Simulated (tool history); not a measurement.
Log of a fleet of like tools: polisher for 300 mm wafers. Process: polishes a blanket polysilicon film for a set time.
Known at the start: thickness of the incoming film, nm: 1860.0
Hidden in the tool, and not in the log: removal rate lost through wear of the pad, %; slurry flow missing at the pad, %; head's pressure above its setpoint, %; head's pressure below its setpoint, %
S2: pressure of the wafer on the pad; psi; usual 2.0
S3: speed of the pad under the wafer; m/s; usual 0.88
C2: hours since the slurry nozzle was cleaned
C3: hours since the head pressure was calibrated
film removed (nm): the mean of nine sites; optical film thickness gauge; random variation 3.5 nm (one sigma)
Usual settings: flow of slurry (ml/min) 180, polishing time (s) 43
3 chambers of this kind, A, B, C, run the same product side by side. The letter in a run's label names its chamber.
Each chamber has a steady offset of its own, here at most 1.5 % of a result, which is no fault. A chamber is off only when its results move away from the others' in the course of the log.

Run 1B, day 0.229: usual settings; wafers polished on this pad 235; C2 295.8; C3 414.3. Result: film removed (nm) 224.25.
Run 2A, day 0.725: usual settings; wafers polished on this pad 458; C2 588.4; C3 722.9. Result: film removed (nm) 233.21.
Run 3C, day 1.225: usual settings; wafers polished on this pad 527; C2 730.3; C3 918.6. Result: film removed (nm) 229.86.
Run 4A, day 1.500: usual settings; wafers polished on this pad 589; C2 607.0; C3 741.5. Result: film removed (nm) 229.38.
Run 5B, day 1.825: usual settings; wafers polished on this pad 506; C2 334.1; C3 452.6. Result: film removed (nm) 234.23.
At day 2.304: chamber C: worn pad replaced by a new one.
Run 6C, day 2.325: usual settings; wafers polished on this pad 3; C2 756.7; C3 945.0. Result: film removed (nm) 231.88.
At day 2.567: chamber A: worn pad replaced by a new one.
Run 7C, day 2.829: usual settings; wafers polished on this pad 89; C2 768.8; C3 957.1. Result: film removed (nm) 228.63.
Run 8A, day 3.350: usual settings; wafers polished on this pad 133; C2 651.4; C3 785.9. Result: film removed (nm) 230.49.
Run 9B, day 3.812: usual settings; wafers polished on this pad 843; C2 381.8; C3 500.3. Result: film removed (nm) 226.28.
Run 10B, day 4.088: usual settings; wafers polished on this pad 890; C2 388.4; C3 506.9. Result: film removed (nm) 227.95.
Run 11C, day 4.312: usual settings but flow of slurry (ml/min) 125, S2 1.4 psi; wafers polished on this pad 341; C2 804.4; C3 992.7. Result: film removed (nm) 152.80.
Run 12A, day 4.575: usual settings but flow of slurry (ml/min) 125, S2 1.4 psi; wafers polished on this pad 341; C2 680.8; C3 815.3. Result: film removed (nm) 153.94.
At day 4.667: chamber B: worn pad replaced by a new one.
Run 13A, day 4.804: usual settings but flow of slurry (ml/min) 125, S2 1.4 psi; wafers polished on this pad 379; C2 686.3; C3 820.8. Result: film removed (nm) 149.55.
Run 14C, day 5.154: usual settings; wafers polished on this pad 483; C2 824.6; C3 1012.9. Result: film removed (nm) 242.52.
Run 15B, day 5.642: usual settings; wafers polished on this pad 165; C2 425.7; C3 544.2. Result: film removed (nm) 224.97.
At day 5.946: chamber C: worn pad replaced by a new one.
Run 16A, day 5.979: usual settings; wafers polished on this pad 579; C2 714.5; C3 849.0. Result: film removed (nm) 233.26.
At day 6.117: chamber A: slurry nozzle cleaned.
Run 17C, day 6.388: usual settings; wafers polished on this pad 74; C2 854.2; C3 1042.5. Result: film removed (nm) 231.56.
At day 6.446: chamber A: worn pad replaced by a new one.
At day 6.633: chamber B: head pressure recalibrated.
At day 6.633: chamber C: slurry nozzle cleaned.
Run 18B, day 6.683: usual settings; wafers polished on this pad 342; C2 450.7; C3 1.3. Result: film removed (nm) 235.18.
Run 19B, day 7.004: usual settings but flow of slurry (ml/min) 120, S3 0.72 m/s; wafers polished on this pad 396; C2 458.4; C3 9.0. Result: film removed (nm) 177.70.
Run 20C, day 7.392: usual settings but flow of slurry (ml/min) 120, S3 0.72 m/s; wafers polished on this pad 245; C2 18.3; C3 1066.6. Result: film removed (nm) 179.48.
Run 21A, day 7.646: usual settings but flow of slurry (ml/min) 120, S3 0.72 m/s; wafers polished on this pad 204; C2 36.8; C3 889.0. Result: film removed (nm) 173.20.
Run 22C, day 8.025: usual settings; wafers polished on this pad 352; C2 33.5; C3 1081.8. Result: film removed (nm) 235.82.
Run 23B, day 8.292: usual settings; wafers polished on this pad 615; C2 489.3; C3 39.9. Result: film removed (nm) 234.68.
At day 8.683: chamber C: head pressure recalibrated.
At day 8.712: chamber B: slurry nozzle cleaned.
Run 24A, day 8.738: usual settings but S3 0.76 m/s; wafers polished on this pad 389; C2 63.0; C3 915.2. Result: film removed (nm) 201.68.
Run 25B, day 9.154: usual settings but S3 0.76 m/s; wafers polished on this pad 761; C2 10.7; C3 60.6. Result: film removed (nm) 199.65.
Run 26A, day 9.396: usual settings but S3 0.76 m/s; wafers polished on this pad 501; C2 78.8; C3 931.0. Result: film removed (nm) 191.43.
At day 9.746: chamber B: worn pad replaced by a new one.
Run 27C, day 9.875: usual settings but S3 0.72 m/s, polishing time (s) 57; wafers polished on this pad 666; C2 77.9; C3 28.7. Result: film removed (nm) 251.39.
Run 28A, day 10.108: usual settings but S3 0.72 m/s, polishing time (s) 57; wafers polished on this pad 622; C2 95.9; C3 948.1. Result: film removed (nm) 247.09.
At day 10.138: chamber C: worn pad replaced by a new one.
Run 29B, day 10.388: usual settings but S3 0.72 m/s, polishing time (s) 57; wafers polished on this pad 109; C2 40.3; C3 90.2. Result: film removed (nm) 247.23.
At day 10.758: chamber A: worn pad replaced by a new one.
Run 30C, day 10.829: usual settings but flow of slurry (ml/min) 200, polishing time (s) 51; wafers polished on this pad 117; C2 100.8; C3 51.6. Result: film removed (nm) 279.53.
Run 31C, day 11.242: usual settings but flow of slurry (ml/min) 200, polishing time (s) 51; wafers polished on this pad 187; C2 110.7; C3 61.5. Result: film removed (nm) 285.97.
Run 32B, day 11.471: usual settings but flow of slurry (ml/min) 200, polishing time (s) 51; wafers polished on this pad 293; C2 66.3; C3 116.2. Result: film removed (nm) 279.76.
Run 33A, day 11.804: usual settings; wafers polished on this pad 177; C2 136.6; C3 988.8. Result: film removed (nm) 231.37.
Run 34C, day 12.179: usual settings; wafers polished on this pad 346; C2 133.2; C3 84.0. Result: film removed (nm) 236.34.

Is one chamber off against the others, does the gauge drift, or is nothing wrong? If a chamber is off, say which, and what the likeliest cause is.

No chamber stands off beyond its own small offset, and the gauge holds steady.

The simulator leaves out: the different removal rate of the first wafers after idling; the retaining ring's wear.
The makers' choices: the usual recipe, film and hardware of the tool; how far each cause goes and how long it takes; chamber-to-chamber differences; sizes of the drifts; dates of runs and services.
